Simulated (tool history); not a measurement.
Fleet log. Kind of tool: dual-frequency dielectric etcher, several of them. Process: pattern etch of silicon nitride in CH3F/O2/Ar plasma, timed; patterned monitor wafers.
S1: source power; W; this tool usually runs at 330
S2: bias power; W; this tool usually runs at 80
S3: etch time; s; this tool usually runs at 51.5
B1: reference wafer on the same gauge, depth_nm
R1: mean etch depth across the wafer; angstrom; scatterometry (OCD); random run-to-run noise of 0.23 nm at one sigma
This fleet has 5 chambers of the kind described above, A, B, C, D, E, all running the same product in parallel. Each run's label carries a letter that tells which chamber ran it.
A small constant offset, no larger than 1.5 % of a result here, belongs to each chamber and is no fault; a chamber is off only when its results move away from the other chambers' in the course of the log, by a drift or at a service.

run 1E day=0.483 | S1=330 S2=80 S3=51.5 | B1=34.498 | R1=347.54
run 2D day=0.946 | S1=330 S2=80 S3=51.5 | B1=34.427 | R1=355.88
run 3C day=1.258 | S1=330 S2=80 S3=51.5 | B1=34.511 | R1=348.66
run 4A day=1.55 | S1=330 S2=80 S3=51.5 | B1=34.465 | R1=345.86
run 5B day=2.05 | S1=330 S2=80 S3=51.5 | B1=34.517 | R1=349.88
run 6D day=2.512 | S1=330 S2=80 S3=51.5 | B1=34.523 | R1=356.79
run 7E day=2.892 | S1=330 S2=80 S3=51.5 | B1=34.524 | R1=343.03
run 8B day=3.304 | S1=330 S2=80 S3=51.5 | B1=34.512 | R1=352.59
run 9C day=3.817 | S1=330 S2=80 S3=51.5 | B1=34.53 | R1=349.08
run 10A day=4.117 | S1=330 S2=80 S3=51.5 | B1=34.539 | R1=348.88
run 11D day=4.579 | S1=330 S2=80 S3=51.5 | B1=34.494 | R1=354.56
-- day=4.858 chamber C: bias power generator calibrated
run 12E day=5.038 | S1=330 S2=80 S3=51.5 | B1=34.477 | R1=348.47
run 13B day=5.317 | S1=330 S2=80 S3=51.5 | B1=34.506 | R1=345.19
run 14A day=5.633 | S1=330 S2=80 S3=51.5 | B1=34.507 | R1=345.7
run 15C day=6.208 | S1=330 S2=80 S3=51.5 | B1=34.517 | R1=344.01
run 16A day=6.717 | S1=330 S2=80 S3=51.5 | B1=34.532 | R1=345.41
run 17C day=7.258 | S1=330 S2=80 S3=51.5 | B1=34.5 | R1=344.67
-- day=7.758 chamber A: wet clean of the chamber
run 18B day=7.817 | S1=330 S2=80 S3=51.5 | B1=34.477 | R1=351.3
run 19D day=8.208 | S1=330 S2=80 S3=51.5 | B1=34.518 | R1=352.98
run 20E day=8.771 | S1=330 S2=80 S3=51.5 | B1=34.533 | R1=350.09
run 21B day=9.333 | S1=410 S2=80 S3=51.5 | B1=34.484 | R1=373.98
run 22D day=9.708 | S1=410 S2=80 S3=51.5 | B1=34.509 | R1=383.09
run 23E day=10.258 | S1=410 S2=80 S3=51.5 | B1=34.48 | R1=380.43
-- day=10.738 chamber D: source power generator calibrated
run 24A day=10.867 | S1=410 S2=80 S3=51.5 | B1=34.506 | R1=380.07
run 25C day=11.375 | S1=410 S2=80 S3=51.5 | B1=34.525 | R1=372.87
run 26B day=11.917 | S1=330 S2=80 S3=51.5 | B1=34.447 | R1=346.06
run 27E day=12.329 | S1=330 S2=80 S3=51.5 | B1=34.496 | R1=348.29
run 28C day=12.742 | S1=330 S2=80 S3=51.5 | B1=34.474 | R1=342.76
-- day=12.833 chamber B: bias power generator calibrated
run 29D day=13.067 | S1=330 S2=80 S3=51.5 | B1=34.561 | R1=355.85
run 30A day=13.554 | S1=330 S2=80 S3=51.5 | B1=34.53 | R1=342.39
run 31B day=14.167 | S1=330 S2=80 S3=51.5 | B1=34.544 | R1=348.42
-- day=14.354 chamber D: wet clean of the chamber
run 32A day=14.567 | S1=330 S2=80 S3=51.5 | B1=34.482 | R1=349.3
run 33C day=15.112 | S1=330 S2=80 S3=51.5 | B1=34.526 | R1=341.5
run 34E day=15.379 | S1=330 S2=80 S3=51.5 | B1=34.517 | R1=347.54
run 35D day=15.938 | S1=330 S2=80 S3=51.5 | B1=34.504 | R1=348.45
run 36A day=16.529 | S1=330 S2=80 S3=51.5 | B1=34.507 | R1=345.02
run 37C day=16.908 | S1=330 S2=80 S3=51.5 | B1=34.433 | R1=348.29
run 38D day=17.217 | S1=330 S2=80 S3=51.5 | B1=34.521 | R1=352.04

All chambers now run identical settings, listed one chamber a line with results as question marks. What results will each chamber show?
run 39A day=17.658 | S1=330 S2=87 S3=51.5 | R1=?
run 39B day=17.658 | S1=330 S2=87 S3=51.5 | R1=?
run 39C day=17.658 | S1=330 S2=87 S3=51.5 | R1=?
run 39D day=17.658 | S1=330 S2=87 S3=51.5 | R1=?
run 39E day=17.658 | S1=330 S2=87 S3=51.5 | R1=?

run=39A R1=355.48
run=39B R1=360.01
run=39C R1=351.48
run=39D R1=363.06
run=39E R1=357.18
